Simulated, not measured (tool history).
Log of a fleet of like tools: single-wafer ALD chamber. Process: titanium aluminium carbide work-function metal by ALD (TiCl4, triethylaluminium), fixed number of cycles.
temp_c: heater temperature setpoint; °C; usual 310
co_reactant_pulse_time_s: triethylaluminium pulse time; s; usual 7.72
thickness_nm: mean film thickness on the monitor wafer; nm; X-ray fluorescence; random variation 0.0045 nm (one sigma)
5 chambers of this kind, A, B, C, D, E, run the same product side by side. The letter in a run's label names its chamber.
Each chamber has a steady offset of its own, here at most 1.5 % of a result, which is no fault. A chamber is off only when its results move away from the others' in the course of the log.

| run | hour | temp_c | co_reactant_pulse_time_s | hours since the last thermocouple change | hours since the last triethylaluminium bottle change | read-back reference wafer on the same gauge, thickness_nm | thickness_nm |
|---|---|---|---|---|---|---|---|
| 1E | 4.9 | 310 | 7.72 | 2413.8 | 456.5 | 2.2498 | 2.01 |
| 2B | 13.2 | 310 | 7.72 | 98.9 | 1378.7 | 2.251 | 2.0058 |
| 3A | 18.4 | 310 | 7.72 | 600.6 | 885.8 | 2.2485 | 1.9879 |
| 4D | 23.8 | 310 | 7.72 | 669 | 536.9 | 2.249 | 1.9805 |
| 5C | 29.9 | 310 | 7.72 | 1281.4 | 1007.9 | 2.2495 | 2.0214 |
| 6A | 36.5 | 310 | 7.72 | 618.7 | 903.9 | 2.2508 | 1.9876 |
| 7B | 42.3 | 310 | 7.72 | 128 | 1407.8 | 2.25 | 2.0109 |
| 8E | 51.9 | 310 | 7.72 | 2460.8 | 503.5 | 2.2483 | 2.0115 |
|  | 54.6 | chamber E: thermocouple changed; heater temperature recalibrated |
| 9C | 58.5 | 310 | 9.09 | 1310 | 1036.5 | 2.2501 | 2.0775 |
| 10D | 64.8 | 310 | 9.09 | 710 | 577.9 | 2.2502 | 2.046 |
| 11D | 70.4 | 310 | 9.09 | 715.6 | 583.5 | 2.2503 | 2.0359 |
| 12C | 75.9 | 310 | 9.09 | 1327.4 | 1053.9 | 2.2505 | 2.0881 |
| 13A | 83.2 | 310 | 9.09 | 665.4 | 950.6 | 2.2503 | 2.0357 |
| 14E | 90.9 | 310 | 7.72 | 36.4 | 542.5 | 2.2512 | 2.0129 |
| 15B | 99.7 | 310 | 7.72 | 185.4 | 1465.2 | 2.2519 | 2.0175 |
| 16C | 110.2 | 310 | 7.72 | 1361.7 | 1088.2 | 2.249 | 2.0254 |
| 17A | 120.8 | 310 | 7.72 | 703 | 988.2 | 2.2492 | 1.9811 |
|  | 129.4 | chamber D: triethylaluminium bottle replaced |
| 18B | 129.9 | 310 | 7.72 | 215.6 | 1495.4 | 2.2497 | 1.9969 |
| 19E | 135 | 310 | 7.72 | 80.5 | 586.6 | 2.2513 | 2.0116 |
| 20D | 143.1 | 310 | 7.72 | 788.3 | 13.7 | 2.2502 | 1.9871 |
| 21A | 150.6 | 310 | 7.72 | 732.8 | 1018 | 2.2498 | 1.9847 |
|  | 152.3 | chamber A: triethylaluminium bottle replaced |
| 22C | 156.4 | 310 | 7.72 | 1407.9 | 1134.4 | 2.2497 | 2.0378 |
| 23E | 165.5 | 310 | 7.72 | 111 | 617.1 | 2.2498 | 2.0049 |
| 24B | 174 | 310 | 7.72 | 259.7 | 1539.5 | 2.2498 | 2.0085 |
| 25D | 184.5 | 310 | 7.72 | 829.7 | 55.1 | 2.2493 | 1.9864 |
| 26A | 191.3 | 310 | 7.72 | 773.5 | 39 | 2.2501 | 1.9857 |
| 27E | 196.4 | 310 | 7.72 | 141.9 | 648 | 2.251 | 2.0179 |
|  | 198.2 | chamber C: triethylaluminium bottle replaced |
| 28C | 206.9 | 310 | 7.72 | 1458.4 | 8.7 | 2.2502 | 2.0448 |
| 29D | 213.8 | 310 | 7.72 | 859 | 84.4 | 2.2511 | 1.9805 |
| 30B | 219.1 | 310 | 7.72 | 304.8 | 1584.6 | 2.2497 | 2.0001 |
| 31C | 228.8 | 310 | 7.72 | 1480.3 | 30.6 | 2.2494 | 2.0485 |
| 32D | 237.9 | 310 | 7.72 | 883.1 | 108.5 | 2.2496 | 1.9891 |
| 33E | 248.3 | 310 | 7.72 | 193.8 | 699.9 | 2.2511 | 2.0066 |
| 34B | 256.1 | 310 | 4.71 | 341.8 | 1621.6 | 2.2506 | 1.729 |
| 35A | 267 | 310 | 4.71 | 849.2 | 114.7 | 2.251 | 1.7197 |
| 36C | 274.5 | 310 | 4.71 | 1526 | 76.3 | 2.2509 | 1.775 |
| 37B | 281.9 | 310 | 4.71 | 367.6 | 1647.4 | 2.2495 | 1.7292 |
| 38A | 288.3 | 310 | 4.71 | 870.5 | 136 | 2.2492 | 1.7158 |
| 39D | 293.2 | 310 | 7.72 | 938.4 | 163.8 | 2.2495 | 1.9793 |
| 40E | 300.2 | 310 | 7.72 | 245.7 | 751.8 | 2.2497 | 2.0128 |

All 5 chambers run these settings next. Forecast each chamber's results:
| 41A | 308 | 310 | 7.72 |  |  |  | ? |
| 41B | 308 | 310 | 7.72 |  |  |  | ? |
| 41C | 308 | 310 | 7.72 |  |  |  | ? |
| 41D | 308 | 310 | 7.72 |  |  |  | ? |
| 41E | 308 | 310 | 7.72 |  |  |  | ? |

| run | thickness_nm |
|---|---|
| 41A | 1.983 |
| 41B | 2.0058 |
| 41C | 2.0632 |
| 41D | 1.9849 |
| 41E | 2.0172 |

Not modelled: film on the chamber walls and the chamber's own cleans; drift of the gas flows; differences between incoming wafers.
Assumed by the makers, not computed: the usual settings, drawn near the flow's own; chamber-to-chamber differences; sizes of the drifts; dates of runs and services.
